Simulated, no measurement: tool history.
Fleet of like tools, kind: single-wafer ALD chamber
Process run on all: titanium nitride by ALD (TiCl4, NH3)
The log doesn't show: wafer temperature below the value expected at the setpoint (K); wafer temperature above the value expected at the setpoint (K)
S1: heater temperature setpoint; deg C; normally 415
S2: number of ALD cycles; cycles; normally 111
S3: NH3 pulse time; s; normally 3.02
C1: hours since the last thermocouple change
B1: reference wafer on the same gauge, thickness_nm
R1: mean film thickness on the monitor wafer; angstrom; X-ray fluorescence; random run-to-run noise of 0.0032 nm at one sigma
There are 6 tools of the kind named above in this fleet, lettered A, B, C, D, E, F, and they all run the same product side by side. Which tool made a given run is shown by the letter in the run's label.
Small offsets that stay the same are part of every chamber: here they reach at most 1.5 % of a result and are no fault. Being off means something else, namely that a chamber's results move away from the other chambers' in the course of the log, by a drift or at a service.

run   hour   S1   S2    S3      C1      B1      R1
 1F    8.8  415  111  3.02   887.6  2.9494  24.972
 2D   16.3  415  111  3.02  1480.4  2.9494  25.032
 3C   25.5  415  111  3.02   438.3  2.9484   25.06
 4A   31.5  415  111  3.02  1621.9  2.9485  24.844
 5E   36.6  415  111  3.02   203.9  2.9482  24.949
 6B   42.5  415  111  3.02     607  2.9486  24.649
 7C   49.1  415  111  3.02   461.9  2.9476  24.993
 8E   58.6  415  111  3.02   225.9  2.9479  24.989
 9F   66.7  415  111  3.02   945.5  2.9459   24.93
10B   72.1  415  111  3.02   636.6  2.9455   24.62
11D   81.6  400   99  3.02  1545.7  2.9464  22.259
12A   89.1  400   99  3.02  1679.5  2.9461  22.059
13D   96.4  400   99  3.02  1560.5  2.9459  22.245
14A  104.6  400   99  3.02    1695   2.945  22.078
15F  112.7  400   99  3.02   991.5  2.9435  22.183
16C  120.6  400   99  3.02   533.4  2.9435  22.256
17B  129.7  415  111  3.02   694.2  2.9432  24.609
18E    138  415  111  3.02   305.3  2.9424  24.953
19D  146.4  415  111   1.9  1610.5  2.9435  24.612
20C  154.5  415  111   1.9   567.3  2.9428    24.6
21F  163.9  415  111   1.9  1042.7  2.9423  24.559
22A  168.9  415  111   1.9  1759.3  2.9418  24.439
23B  177.9  415  111   1.9   742.4  2.9408  24.298
24E  187.5  415  111   1.9   354.8  2.9404  24.607
25F    197  415  111  3.02  1075.8  2.9399  24.866
26C  205.4  415  111  3.02   618.2  2.9395  24.941
27D  212.7  415  111  3.02  1676.8  2.9398  24.951
28B  218.9  415  111  3.02   783.4  2.9393  24.537
29A  227.5  425  111  3.02  1817.9  2.9383  24.752
30E    234  425  111  3.02   401.3  2.9377  24.921
31D  242.1  425  111  3.02  1706.2  2.9375  24.974
32A  248.8  425  111  3.02  1839.2  2.9376  24.831
33C  253.4  425  111  3.02   666.2  2.9357  25.003
34B  261.5  425  111  3.02     826  2.9373  24.625
35E  268.3  415  111  3.02   435.6  2.9363  24.873
36F  277.4  415  111  3.02  1156.2  2.9359  24.819
37D  282.3  415  111  3.02  1746.4  2.9365  24.926
38F  286.9  415  111  3.02  1165.7  2.9355  24.863
39E  291.4  415  111  3.02   458.7  2.9354  24.832
40B  296.7  415  111  3.02   861.2  2.9353  24.544
41A  303.2  415  111  3.02  1893.6  2.9353  24.719

Read the log: is a single chamber off, either drifting away or since a service, is the gauge that measures every chamber drifting, or is nothing wrong beyond small per-chamber offsets? Name any odd chamber and what most likely caused it.

No chamber is off; the gauge reading every chamber's wafers drifts, which makes the whole fleet appear to move together.
Most likely cause: gauge reads low (%) = 0.533.

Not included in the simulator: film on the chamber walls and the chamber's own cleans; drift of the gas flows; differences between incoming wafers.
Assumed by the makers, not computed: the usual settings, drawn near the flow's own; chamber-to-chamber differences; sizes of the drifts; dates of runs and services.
